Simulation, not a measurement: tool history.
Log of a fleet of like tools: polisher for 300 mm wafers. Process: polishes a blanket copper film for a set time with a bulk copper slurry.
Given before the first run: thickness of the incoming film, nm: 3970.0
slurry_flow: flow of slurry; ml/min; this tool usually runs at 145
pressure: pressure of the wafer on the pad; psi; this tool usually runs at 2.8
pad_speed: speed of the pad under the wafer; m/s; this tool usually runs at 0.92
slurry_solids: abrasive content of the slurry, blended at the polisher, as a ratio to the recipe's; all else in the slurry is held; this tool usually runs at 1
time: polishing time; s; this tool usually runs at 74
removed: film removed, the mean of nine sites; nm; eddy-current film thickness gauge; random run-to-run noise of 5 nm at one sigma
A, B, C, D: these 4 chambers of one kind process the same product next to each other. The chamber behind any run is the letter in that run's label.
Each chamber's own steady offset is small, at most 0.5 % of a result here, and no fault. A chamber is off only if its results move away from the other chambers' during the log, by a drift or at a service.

run   hour  slurry_flow  pressure  pad_speed  slurry_solids  time  removed
 1C    4.7          145       2.8       0.92              1    74   561.46
 2A      7          145       2.8       0.92              1    74    560.4
 3D   10.2          145       2.8       0.92              1    74   554.68
 4B     14          145       2.8       0.92              1    74   568.31
 5A   18.6          145       2.8       0.92              1    74   565.08
      19.1  -- chamber B: slurry nozzle cleaned
      21.4  -- chamber D: head pressure recalibrated
 6B   22.8          145       2.8       0.92              1    74   552.14
 7D   25.4          145       2.8       0.92              1    74   555.55
 8C   28.6          145       2.8       0.92              1    74   551.63
 9A   30.7          145       2.8       0.92              1    74   571.51
10C   34.3          145       2.8       0.72              1    74   437.77
      35.1  -- chamber C: slurry blender recalibrated
      35.7  -- chamber C: worn pad replaced by a new one
11D   36.5          145       2.8       0.72              1    74   431.59
12B   39.3          145       2.8       0.72              1    74   428.46
      41.4  -- chamber A: slurry blender recalibrated
13D   41.9          145       2.8       0.72              1    74      440
14B   45.3          145       1.9       0.92              1    63   314.37
15A   47.8          145       1.9       0.92              1    63   319.37
16C   50.1          145       1.9       0.92              1    63   321.26
      50.9  -- chamber D: worn pad replaced by a new one
17A   52.5          145       1.9       0.92              1    63   323.09
18C     57          145       2.8       0.92              1    74   553.97
19B   59.9          145       2.8       0.92              1    74   542.78
20D   62.1          145       2.8       0.92              1    74   560.74
21B   65.2          145       2.8       0.92              1    74   536.79
      67.5  -- chamber A: worn pad replaced by a new one
22C   68.5          175       2.8       0.92              1    63   490.88
23D     71          175       2.8       0.92              1    63   488.45
24A   74.8          175       2.8       0.92              1    63    496.7
25D   77.1          175       2.8       0.92              1    63   495.93
26C   79.4          145       2.8       0.92              1    74   553.89
27A     82          145       2.8       0.92              1    74   555.02
      84.6  -- chamber D: slurry blender recalibrated
28B   85.9          145       2.8       0.92              1    74   524.32
      86.3  -- chamber C: slurry nozzle cleaned
29A   88.6          145       2.8       0.92              1    74    559.4
30C   92.2          145       2.8       0.92              1    74   566.45
31B   96.8          145       2.8       0.92              1    74   521.28
32D  101.1          145       2.8       0.92              1    74   558.69
33C  105.5          145       3.2       0.92              1    74   638.09
34A  108.9          145       3.2       0.92              1    74   638.36
35D  111.7          145       3.2       0.92              1    74   632.14
36B  116.3          145       3.2       0.92              1    74   591.85
37C  120.7          145       2.8       0.92              1    74   559.37
38A  123.4          145       2.8       0.92              1    74    558.1
39B  127.9          145       2.8       0.92              1    74   506.27

Each of the 4 chambers runs these same settings next. Fill in every chamber's results:
40A  131.4          145       2.8       0.92              1    74        ?
40B  131.4          145       2.8       0.92              1    74        ?
40C  131.4          145       2.8       0.92              1    74        ?
40D  131.4          145       2.8       0.92              1    74        ?

run  removed
40A    556.7
40B   502.95
40C   559.12
40D   565.07
